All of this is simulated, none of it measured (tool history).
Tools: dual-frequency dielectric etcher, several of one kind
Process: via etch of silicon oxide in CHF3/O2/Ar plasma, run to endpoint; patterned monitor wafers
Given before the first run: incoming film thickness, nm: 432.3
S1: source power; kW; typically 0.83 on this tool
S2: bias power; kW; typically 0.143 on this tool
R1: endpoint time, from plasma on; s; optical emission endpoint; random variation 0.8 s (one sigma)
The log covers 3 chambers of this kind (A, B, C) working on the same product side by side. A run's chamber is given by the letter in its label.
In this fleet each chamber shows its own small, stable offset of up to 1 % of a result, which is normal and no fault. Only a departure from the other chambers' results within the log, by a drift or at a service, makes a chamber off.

| run | hour | S1 | S2 | R1 |
|---|---|---|---|---|
| 1A | 8.9 | 0.83 | 0.143 | 206.83 |
| 2B | 19.7 | 0.83 | 0.143 | 206.68 |
| 3C | 28.4 | 0.83 | 0.143 | 205.74 |
| 4B | 34.9 | 0.83 | 0.143 | 206.75 |
| 5C | 49 | 0.92 | 0.162 | 189.71 |
| 6A | 61.2 | 0.92 | 0.162 | 192.69 |
| 7A | 73.3 | 0.92 | 0.162 | 192.52 |
| 8C | 87.5 | 0.83 | 0.143 | 204.41 |
| 9B | 98.1 | 0.83 | 0.143 | 208.26 |
| 10A | 108.6 | 0.92 | 0.143 | 198.98 |
| 11C | 116.1 | 0.92 | 0.143 | 196.65 |
| 12B | 122.6 | 0.92 | 0.143 | 198.31 |
| 13C | 136.2 | 0.83 | 0.143 | 202.57 |
| 14B | 149.6 | 0.83 | 0.143 | 206.93 |
|  | 154.8 | chamber B: wet clean of the chamber |
| 15A | 156.2 | 0.83 | 0.143 | 206.25 |
| 16A | 166.5 | 0.83 | 0.115 | 221.4 |
| 17C | 173.6 | 0.83 | 0.115 | 217.32 |
| 18B | 185 | 0.83 | 0.115 | 222.01 |
| 19A | 192.8 | 0.76 | 0.157 | 208.36 |
| 20B | 204.6 | 0.76 | 0.157 | 209.11 |
| 21C | 212.3 | 0.76 | 0.157 | 202.1 |
| 22A | 224.8 | 0.83 | 0.143 | 206.92 |
| 23B | 233.5 | 0.83 | 0.143 | 208.33 |
| 24C | 240.7 | 0.93 | 0.143 | 192.55 |
|  | 243.4 | chamber B: source power generator calibrated |
| 25A | 255.2 | 0.93 | 0.143 | 199.02 |
| 26C | 261.8 | 0.93 | 0.143 | 193.33 |
| 27B | 269.7 | 0.83 | 0.143 | 207.07 |
| 28B | 276.7 | 0.83 | 0.156 | 201.33 |
|  | 279.7 | chamber A: source power generator calibrated |
| 29A | 285 | 0.83 | 0.156 | 203 |
| 30C | 296.4 | 0.83 | 0.156 | 195.43 |
| 31C | 305.4 | 0.83 | 0.143 | 200.21 |
| 32B | 315.9 | 0.83 | 0.143 | 207.82 |
| 33A | 325.7 | 0.83 | 0.143 | 207.57 |
| 34A | 338.1 | 0.83 | 0.143 | 206.85 |
|  | 343 | chamber A: wet clean of the chamber |
| 35B | 348.3 | 0.83 | 0.143 | 206.72 |
| 36C | 362.4 | 0.83 | 0.143 | 199.68 |
| 37C | 370.8 | 0.83 | 0.143 | 200.54 |
| 38A | 384 | 0.83 | 0.143 | 206.14 |
| 39B | 397 | 0.95 | 0.143 | 197.42 |

What goes on in this fleet: one chamber off, a drifting gauge, or nothing beyond the chambers' own small offsets? Name the chamber and the cause, if any.

It is chamber C that slowly wanders off from its peers.
Cause: etch rate over this chamber's usual, % = 3.75.

Here are 4 candidates for chamber C's next run, each the usual settings with a change, their results left as question marks. Which one brings its results back in line with what the others give on the usual settings?
To be in line, a result may differ from the other chambers' mean on the usual settings by at most: R1 2.8 s
| 40C-1 | 407.7 | 0.89 | 0.151 | ? |
| 40C-2 | 407.7 | 0.83 | 0.149 | ? |
| 40C-3 | 407.7 | 0.74 | 0.143 | ? |
| 40C-4 | 407.7 | 0.81 | 0.141 | ? |

Usual-settings mean across the other chambers: R1 207.51 s
| run | R1 |
|---|---|
| 40C-1 | 189.89 |
| 40C-2 | 196.04 |
| 40C-3 | 207.87 |
| 40C-4 | 201.45 |
With 40C-3, the chamber falls back in line with the rest.

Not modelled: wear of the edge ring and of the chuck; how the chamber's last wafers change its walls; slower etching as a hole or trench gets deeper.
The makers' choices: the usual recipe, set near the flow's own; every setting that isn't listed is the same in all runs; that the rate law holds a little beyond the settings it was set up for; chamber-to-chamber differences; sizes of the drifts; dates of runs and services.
